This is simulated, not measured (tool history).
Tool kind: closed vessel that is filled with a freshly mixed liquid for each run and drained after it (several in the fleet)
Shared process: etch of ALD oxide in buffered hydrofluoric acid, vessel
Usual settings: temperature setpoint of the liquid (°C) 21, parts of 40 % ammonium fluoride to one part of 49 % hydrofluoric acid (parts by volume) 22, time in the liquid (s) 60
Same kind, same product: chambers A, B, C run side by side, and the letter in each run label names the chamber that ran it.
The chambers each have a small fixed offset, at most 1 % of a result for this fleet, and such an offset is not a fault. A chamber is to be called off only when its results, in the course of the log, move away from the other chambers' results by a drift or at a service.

run   hour  temperature setpoint of the liquid (°C)  parts of 40 % ammonium fluoride to one part of 49 % hydrofluoric acid (parts by volume)  time in the liquid (s)  hours since the thermometer was replaced  hours since the hydrofluoric acid flow meter was replaced  read-back film thickness of the ALD oxide reference wafer, read on the same gauge (nm)  thickness taken off the ALD oxide on a monitor wafer (angstrom)
 1B     16                                       21                                                                                       22                      60                                       410                                                      885.6                                                                                  90.014                                                           443.25
 2A     24                                       21                                                                                       22                      60                                     846.2                                                      626.7                                                                                  90.047                                                           438.55
      37.1  -- chamber A: thermometer replaced
 3C   37.4                                       21                                                                                       22                      60                                     830.6                                                      822.2                                                                                  90.013                                                           445.19
 4A   52.1                                       21                                                                                       22                      60                                      15.1                                                      654.8                                                                                  90.038                                                           438.37
 5B   65.8                                       21                                                                                       22                      60                                     459.8                                                      935.4                                                                                  89.993                                                           440.55
 6C   74.7                                       21                                                                                       22                      60                                     867.9                                                      859.5                                                                                  90.017                                                           450.76
 7C   87.9                                       21                                                                                       22                      60                                     881.1                                                      872.7                                                                                  89.987                                                            442.7
 8B   97.5                                       21                                                                                       22                      60                                     491.5                                                      967.1                                                                                  89.968                                                           440.65
 9A  109.2                                       21                                                                                       22                      60                                      72.2                                                      711.9                                                                                  90.002                                                           436.97
10C  119.5                                       21                                                                                       22                      60                                     912.7                                                      904.3                                                                                   89.99                                                           449.96
11B  132.5                                       21                                                                                       22                      60                                     526.5                                                     1002.1                                                                                  89.965                                                            441.2
12A  142.4                                       21                                                                                       22                      60                                     105.4                                                      745.1                                                                                  90.037                                                           435.36
13A  149.8                                       21                                                                                       22                      60                                     112.8                                                      752.5                                                                                  90.017                                                            435.3
14B  157.7                                       21                                                                                       22                      60                                     551.7                                                     1027.3                                                                                  90.037                                                           443.93
15C  167.5                                       21                                                                                       22                      60                                     960.7                                                      952.3                                                                                  90.021                                                           461.87
16A  178.5                                       21                                                                                       22                      60                                     141.5                                                      781.2                                                                                  89.972                                                           434.78
17C  194.7                                       21                                                                                       22                      60                                     987.9                                                      979.5                                                                                  89.996                                                           458.69
18B  204.8                                       21                                                                                       22                      60                                     598.8                                                     1074.4                                                                                  90.032                                                           447.66
19B  219.4                                       21                                                                                       22                      60                                     613.4                                                       1089                                                                                  90.028                                                           442.68
20C    232                                       21                                                                                       22                      60                                    1025.2                                                     1016.8                                                                                  90.005                                                           463.31
21A  242.8                                       21                                                                                       22                      60                                     205.8                                                      845.5                                                                                  89.979                                                           431.58
22A  251.3                                       21                                                                                       22                      60                                     214.3                                                        854                                                                                  90.028                                                           436.94
23B  260.4                                       21                                                                                       22                      60                                     654.4                                                       1130                                                                                  90.017                                                           444.63

All chambers now run identical settings, listed one chamber a line with results as question marks. What results will each chamber show?
24A  272.1                                       21                                                                                       22                      60                                                                                                                                                                                                                                                             ?
24B  272.1                                       21                                                                                       22                      60                                                                                                                                                                                                                                                             ?
24C  272.1                                       21                                                                                       22                      60                                                                                                                                                                                                                                                             ?

run  thickness taken off the ALD oxide on a monitor wafer (angstrom)
24A                                                           439.05
24B                                                           434.29
24C                                                           470.28
